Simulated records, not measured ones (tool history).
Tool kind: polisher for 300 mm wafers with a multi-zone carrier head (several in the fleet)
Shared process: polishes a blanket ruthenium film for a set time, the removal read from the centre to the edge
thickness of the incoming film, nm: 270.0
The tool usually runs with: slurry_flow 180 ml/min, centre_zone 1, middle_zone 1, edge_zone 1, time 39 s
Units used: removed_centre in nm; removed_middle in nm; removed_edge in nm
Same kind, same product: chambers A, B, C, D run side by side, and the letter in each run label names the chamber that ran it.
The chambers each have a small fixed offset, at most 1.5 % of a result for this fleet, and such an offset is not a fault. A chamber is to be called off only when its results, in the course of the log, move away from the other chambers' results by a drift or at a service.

run   hour  slurry_flow  centre_zone  middle_zone  edge_zone  time  wafers polished on this pad  hours since the slurry nozzle was cleaned  hours since the centre zone pressure was calibrated  hours since the edge zone pressure was calibrated  removed_centre  removed_middle  removed_edge
       2.1  -- chamber C: worn pad replaced by a new one
 1D    9.8          180            1            1          1    39                          952                                      149.8                                                521.2                                               72.2          39.053          38.352        38.953
 2B   22.5          180            1            1          1    39                          980                                         64                                                 78.2                                              763.1          39.281           38.84        39.197
 3C     35          180            1            1          1    39                          470                                      402.2                                                916.5                                              819.1          39.215          38.925        38.995
      37.1  -- chamber B: worn pad replaced by a new one
 4A   43.8          180            1            1          1    39                          718                                      254.3                                                252.2                                              575.9          38.787          38.572        39.952
      47.5  -- chamber D: worn pad replaced by a new one
 5C   52.1          180            1            1          1    39                          714                                      419.3                                                933.6                                              836.2           39.23          38.671        39.775
      59.4  -- chamber D: centre zone pressure recalibrated
 6A   66.6          180            1            1          1    43                         1043                                      277.1                                                  275                                              598.7          43.212           43.02        43.224
 7D   77.6          180            1            1          1    43                          430                                      217.6                                                 18.3                                                140          42.394          43.596        42.947
        84  -- chamber A: worn pad replaced by a new one
 8B   90.2          180            1            1          1    43                          757                                      131.7                                                145.9                                              830.8          43.551          44.192        43.218
 9D  102.5          180            1            1          1    43                          785                                      242.5                                                 43.2                                              164.9          43.071          44.112        42.759
     103.3  -- chamber C: worn pad replaced by a new one
       113  -- chamber C: centre zone pressure recalibrated
10C  117.6          180            1            1          1    39                          204                                      484.8                                                  4.6                                              901.7           39.22          38.772        39.279
11B  124.5          180         0.94            1       1.04    39                         1247                                        166                                                180.2                                              865.1          36.605          39.377        39.776
     130.6  -- chamber D: worn pad replaced by a new one
     131.3  -- chamber B: worn pad replaced by a new one
12A  137.4          180         0.94            1       1.04    39                          762                                      347.9                                                345.8                                              669.5          36.256          39.423        39.904
     139.2  -- chamber A: slurry nozzle cleaned
13B  145.6          180         0.94            1       1.04    39                          204                                      187.1                                                201.3                                              886.2          36.253          38.717         39.73
14A  156.6          180         0.94            1       1.04    39                         1036                                       17.4                                                  365                                              688.7           36.53          38.485        40.159
     166.9  -- chamber A: worn pad replaced by a new one
15D    172          160            1            1        0.9    39                          591                                        312                                                112.7                                              234.4           37.48          38.638        36.726
16C  180.7          160            1            1        0.9    39                         1105                                      547.9                                                 67.7                                              964.8          38.401          37.752        36.725
17B  192.1          160            1            1        0.9    39                          868                                      233.6                                                247.8                                              932.7          37.554          38.335        35.719
     195.7  -- chamber C: worn pad replaced by a new one
18C  206.4          160            1            1        0.9    39                          153                                      573.6                                                 93.4                                              990.5          38.047          38.073        35.877
     212.3  -- chamber B: worn pad replaced by a new one
19A  218.8          180            1            1          1    39                          741                                       79.6                                                427.2                                              750.9          39.184          38.345        39.722
20D  226.5          180            1            1          1    39                         1369                                      366.5                                                167.2                                              288.9          38.405          38.424        38.861
21C  234.5          180            1            1          1    39                          554                                      601.7                                                121.5                                             1018.6          39.159          39.266        38.727
     235.4  -- chamber D: worn pad replaced by a new one
22D    247          130            1            1        1.1    39                          166                                        387                                                187.7                                              309.4          36.433          36.344         39.37
       253  -- chamber A: worn pad replaced by a new one
23B  258.1          130            1            1        1.1    39                          654                                      299.6                                                313.8                                              998.7          35.734          35.119        39.554
     261.3  -- chamber B: edge zone pressure recalibrated
24A  265.1          130            1            1        1.1    39                          173                                      125.9                                                473.5                                              797.2          36.252          37.048        40.242
     276.9  -- chamber C: worn pad replaced by a new one
25B  277.8          130            1            1        1.1    39                          936                                      319.3                                                333.5                                               16.6          35.269          35.575        38.318
26D  285.9          180            1            1          1    39                          722                                      425.9                                                226.6                                              348.3          39.127          39.382        39.023
     294.4  -- chamber B: worn pad replaced by a new one
27C  298.8          180            1            1          1    39                          312                                        666                                                185.8                                             1082.9          39.486          39.014         40.05
28A    307          180            1            1          1    39                          771                                      167.8                                                515.4                                              839.1          39.038          38.446        39.256
29B  315.7          180            1            1          1    39                          305                                      357.2                                                371.4                                               54.5          37.595          37.875         38.22
30A  324.4          180            1            1          1    39                         1020                                      185.2                                                532.8                                              856.5          39.492           38.48         39.14
     324.9  -- chamber D: worn pad replaced by a new one
     330.3  -- chamber C: edge zone pressure recalibrated
31C  331.5          180            1            1          1    39                          779                                      698.7                                                218.5                                                1.3          38.953           39.34        39.441
     332.8  -- chamber B: centre zone pressure recalibrated
       336  -- chamber A: worn pad replaced by a new one
32D  340.5          180            1            1          1    39                          223                                      480.5                                                281.2                                              402.9          38.696          39.759        39.087
33B  349.9          180            1            1          1    39                          793                                      391.4                                                 17.1                                               88.7          37.703          37.691        37.188
34C  362.3          180            1            1          1    39                         1218                                      729.5                                                249.3                                               32.1           39.04          38.005        39.634
     367.5  -- chamber C: worn pad replaced by a new one
35D  376.5          180            1            1          1    39                          737                                      516.5                                                317.2                                              438.9          38.915           38.93        39.878
     376.7  -- chamber B: worn pad replaced by a new one
36A  389.3          180            1            1          1    39                          761                                      250.1                                                597.7                                              921.4          39.588          38.666        39.351
37A  399.9          180            1            1       1.09    32                          912                                      260.7                                                608.3                                                932          32.025          31.824        33.812
38B  413.9          180            1            1       1.09    32                          531                                      455.4                                                 81.1                                              152.7          30.411          30.848        31.827
     426.6  -- chamber D: worn pad replaced by a new one
39D  426.8          180            1            1       1.09    32                            3                                      566.8                                                367.5                                              489.2          31.961          31.767        33.743
40C  436.2          180            1            1       1.09    32                          981                                      803.4                                                323.2                                                106          32.156          31.654        33.744
41B  446.5          180            1            1          1    39                          997                                        488                                                113.7                                              185.3          36.755          36.681        37.547
     454.5  -- chamber C: worn pad replaced by a new one
42C  455.9          180            1            1          1    39                           21                                      823.1                                                342.9                                              125.7          39.416          38.077        39.146

Is one chamber out of step, is the gauge drifting, or do the chambers differ by no more than their own small offsets? For an off chamber, give its letter and the likeliest cause.

Little by little, chamber B moves away from the other chambers.
What lies behind it: slurry flow missing at the pad, % = 28.8.

Which of the 4 candidates below, each the usual settings with something changed and its results left as question marks, puts chamber B back in line with what the other chambers give on the usual settings?
In-line tolerance around the mean of the other chambers on the usual settings: removed_centre 0.85 nm; removed_middle 1.5 nm; removed_edge 1.5 nm
43B-1   467          180            1            1          1    38                                                                                                                                                                                               ?               ?             ?
43B-2   467          180            1            1          1    40                                                                                                                                                                                               ?               ?             ?
43B-3   467          175         0.99            1          1    37                                                                                                                                                                                               ?               ?             ?
43B-4   467          185         1.01            1          1    41                                                                                                                                                                                               ?               ?             ?

Mean of the other chambers on the usual settings: removed_centre 38.947 nm; removed_middle 38.716 nm; removed_edge 39.217 nm
  run  removed_centre  removed_middle  removed_edge
43B-1          35.565          35.801        36.379
43B-2          37.436          37.685        38.293
43B-3          34.008          34.642        35.265
43B-4          39.053          38.856        39.416
With 43B-4, the chamber falls back in line with the rest.
